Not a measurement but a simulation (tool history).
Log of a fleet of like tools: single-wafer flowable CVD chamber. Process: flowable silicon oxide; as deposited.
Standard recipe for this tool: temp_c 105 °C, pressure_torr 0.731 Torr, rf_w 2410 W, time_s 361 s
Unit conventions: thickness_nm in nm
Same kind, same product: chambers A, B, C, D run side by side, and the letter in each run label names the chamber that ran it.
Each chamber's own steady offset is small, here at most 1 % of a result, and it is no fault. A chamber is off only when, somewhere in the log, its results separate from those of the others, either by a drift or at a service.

| run | day | temp_c | pressure_torr | rf_w | time_s | read-back reference wafer on the same gauge, thickness_nm | thickness_nm |
|---|---|---|---|---|---|---|---|
| 1A | 0.442 | 105 | 0.731 | 2410 | 361 | 182.04 | 169.39 |
| 2C | 0.771 | 105 | 0.731 | 2410 | 361 | 182.04 | 170.43 |
| 3B | 1.025 | 105 | 0.731 | 2410 | 361 | 181.99 | 171.65 |
| 4D | 1.521 | 105 | 0.731 | 2410 | 361 | 182.08 | 170.77 |
| 5B | 1.858 | 105 | 0.731 | 2410 | 361 | 182.1 | 171.71 |
| 6A | 2.371 | 105 | 0.731 | 2410 | 361 | 182.19 | 169.46 |
| 7C | 2.662 | 105 | 0.731 | 2410 | 361 | 182.18 | 170.26 |
| 8D | 2.992 | 105 | 0.731 | 2410 | 361 | 182.16 | 171.02 |
| 9B | 3.517 | 105 | 0.731 | 2410 | 361 | 182.28 | 171.68 |
| 10D | 3.808 | 105 | 0.731 | 2410 | 361 | 182.25 | 171.11 |
| 11A | 4.138 | 105 | 0.731 | 2410 | 361 | 182.26 | 169.18 |
| 12C | 4.379 | 91 | 0.595 | 2410 | 361 | 182.32 | 205.63 |
| 13A | 4.742 | 91 | 0.595 | 2410 | 361 | 182.28 | 203.63 |
| 14B | 5.2 | 91 | 0.595 | 2410 | 361 | 182.35 | 205.02 |
| 15D | 5.5 | 91 | 0.595 | 2410 | 361 | 182.34 | 203.65 |
| 16C | 6.033 | 94 | 0.731 | 2410 | 294 | 182.43 | 200.37 |
| 17D | 6.525 | 94 | 0.731 | 2410 | 294 | 182.39 | 200.29 |
| 18B | 6.938 | 94 | 0.731 | 2410 | 294 | 182.47 | 201.08 |
| 19A | 7.35 | 94 | 0.731 | 2410 | 294 | 182.42 | 199.02 |
| 20C | 7.662 | 105 | 0.731 | 2410 | 361 | 182.54 | 170.85 |
| 21D | 8.121 | 105 | 0.731 | 2410 | 361 | 182.57 | 171.42 |
| 22A | 8.383 | 105 | 0.731 | 2410 | 361 | 182.57 | 169.73 |
| 23B | 8.879 | 105 | 0.731 | 2410 | 361 | 182.55 | 172.11 |
| 24C | 9.196 | 105 | 0.731 | 2410 | 361 | 182.6 | 170.67 |
| 25B | 9.688 | 105 | 0.731 | 2410 | 361 | 182.67 | 172.35 |
| 26A | 10.029 | 105 | 0.731 | 2410 | 361 | 182.65 | 169.85 |
| 27C | 10.454 | 105 | 0.731 | 2410 | 361 | 182.74 | 170.93 |
| 28D | 10.825 | 105 | 0.731 | 2410 | 302 | 182.71 | 143.22 |
| 29A | 11.229 | 105 | 0.731 | 2410 | 302 | 182.7 | 142.15 |
| 30D | 11.517 | 105 | 0.731 | 2410 | 302 | 182.76 | 143.43 |
| 31B | 11.846 | 105 | 0.731 | 2410 | 302 | 182.8 | 144.07 |

Does one chamber stand apart from the rest, does the shared gauge drift, or is all well apart from small per-chamber offsets? Give the chamber and the most likely cause, where there is one.

It is the gauge, not a chamber: its drift shows up in every chamber's results at once, and no chamber is off.
Likeliest cause: gauge reads high (%) = 0.447.
